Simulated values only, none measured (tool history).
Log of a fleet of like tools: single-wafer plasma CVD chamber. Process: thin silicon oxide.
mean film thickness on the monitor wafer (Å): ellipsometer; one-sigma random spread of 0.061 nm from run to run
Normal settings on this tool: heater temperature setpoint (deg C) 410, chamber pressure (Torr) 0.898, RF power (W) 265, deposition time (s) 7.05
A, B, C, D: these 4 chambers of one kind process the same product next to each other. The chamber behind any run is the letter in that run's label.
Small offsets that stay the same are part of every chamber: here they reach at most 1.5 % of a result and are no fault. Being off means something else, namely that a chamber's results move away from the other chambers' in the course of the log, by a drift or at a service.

run	hour	heater temperature setpoint (deg C)	chamber pressure (Torr)	RF power (W)	deposition time (s)	read-back reference wafer on the same gauge, thickness_nm	mean film thickness on the monitor wafer (Å)
1D	6.4	410	0.898	265	7.05	11.206	133.68
2A	10.3	410	0.898	265	7.05	11.206	137.05
3B	13.7	410	0.898	265	7.05	11.19	132.2
4C	17.1	410	0.898	265	7.05	11.2	135.12
5A	23.5	410	0.898	265	7.05	11.206	135.82
6D	29.1	410	0.898	265	7.05	11.209	133.5
7C	33.3	410	0.898	265	7.05	11.193	136.31
8B	37.8	410	0.898	265	7.05	11.196	133.54
9B	42.7	410	0.898	265	7.05	11.216	133.26
10C	49.1	410	0.898	265	7.05	11.183	135.93
11D	53.6	410	0.898	265	7.05	11.21	134
12A	57.5	410	0.898	265	7.05	11.193	134.94
13B	64	410	0.898	265	7.05	11.207	133.18
14D	68.7	410	0.898	265	7.05	11.211	134.41
15A	74.7	410	0.898	265	7.05	11.204	137.15
16C	80	410	0.898	265	7.05	11.198	136.08
17C	84.1	410	0.898	265	7.05	11.209	135.71
# hour 85.9: chamber B: capacitance manometer re-zeroed and calibrated
18D	87.7	410	0.898	265	7.05	11.196	133.5
19A	92.3	410	0.898	265	7.05	11.204	134.71
20B	98.6	410	0.898	265	7.05	11.216	126.31
21C	105.6	410	0.898	265	7.05	11.196	135.74
22B	108.7	410	0.898	265	7.05	11.199	127.51
23D	115.6	410	0.898	265	7.05	11.21	134.36
24A	120.4	410	0.898	265	7.05	11.199	135.92
# hour 126.6: chamber A: RF generator calibrated
25A	126.6	410	0.898	265	7.05	11.206	136.82
26B	131.5	410	0.898	265	7.05	11.211	127.07
27D	137.6	410	0.813	265	7.05	11.185	123.91
# hour 138.6: chamber B: thermocouple changed; heater temperature recalibrated
28C	143.2	410	0.813	265	7.05	11.19	123.52
29C	149.6	410	0.813	265	7.05	11.202	124.02
# hour 153.7: chamber B: RF generator calibrated
30A	156.5	410	0.813	265	7.05	11.194	124.08
31B	160	410	0.898	265	7.05	11.202	127.27
32D	163.4	410	0.898	265	7.05	11.206	134.42
33C	166.9	401	0.898	265	7.05	11.206	135.46
34A	172	401	0.898	265	7.05	11.213	136.74
35D	177.4	401	0.898	265	7.05	11.204	135.22
36B	181.2	401	0.898	265	7.05	11.185	127.75
37A	184.8	410	0.898	265	7.05	11.204	135.61
# hour 187.5: chamber D: capacitance manometer re-zeroed and calibrated
38C	189.8	410	0.898	265	7.05	11.193	135.25
39D	194.8	410	0.898	265	7.05	11.202	133.94
40B	201.5	410	0.898	265	7.05	11.205	126.36
41C	207.5	410	0.731	285	7.05	11.202	115.25

Predict what each chamber gives when all 4 of them run the settings below next.
42A	212.6	405	0.898	265	7.05		?
42B	212.6	405	0.898	265	7.05		?
42C	212.6	405	0.898	265	7.05		?
42D	212.6	405	0.898	265	7.05		?

run	mean film thickness on the monitor wafer (Å)
42A	136.96
42B	127.64
42C	136.64
42D	134.7
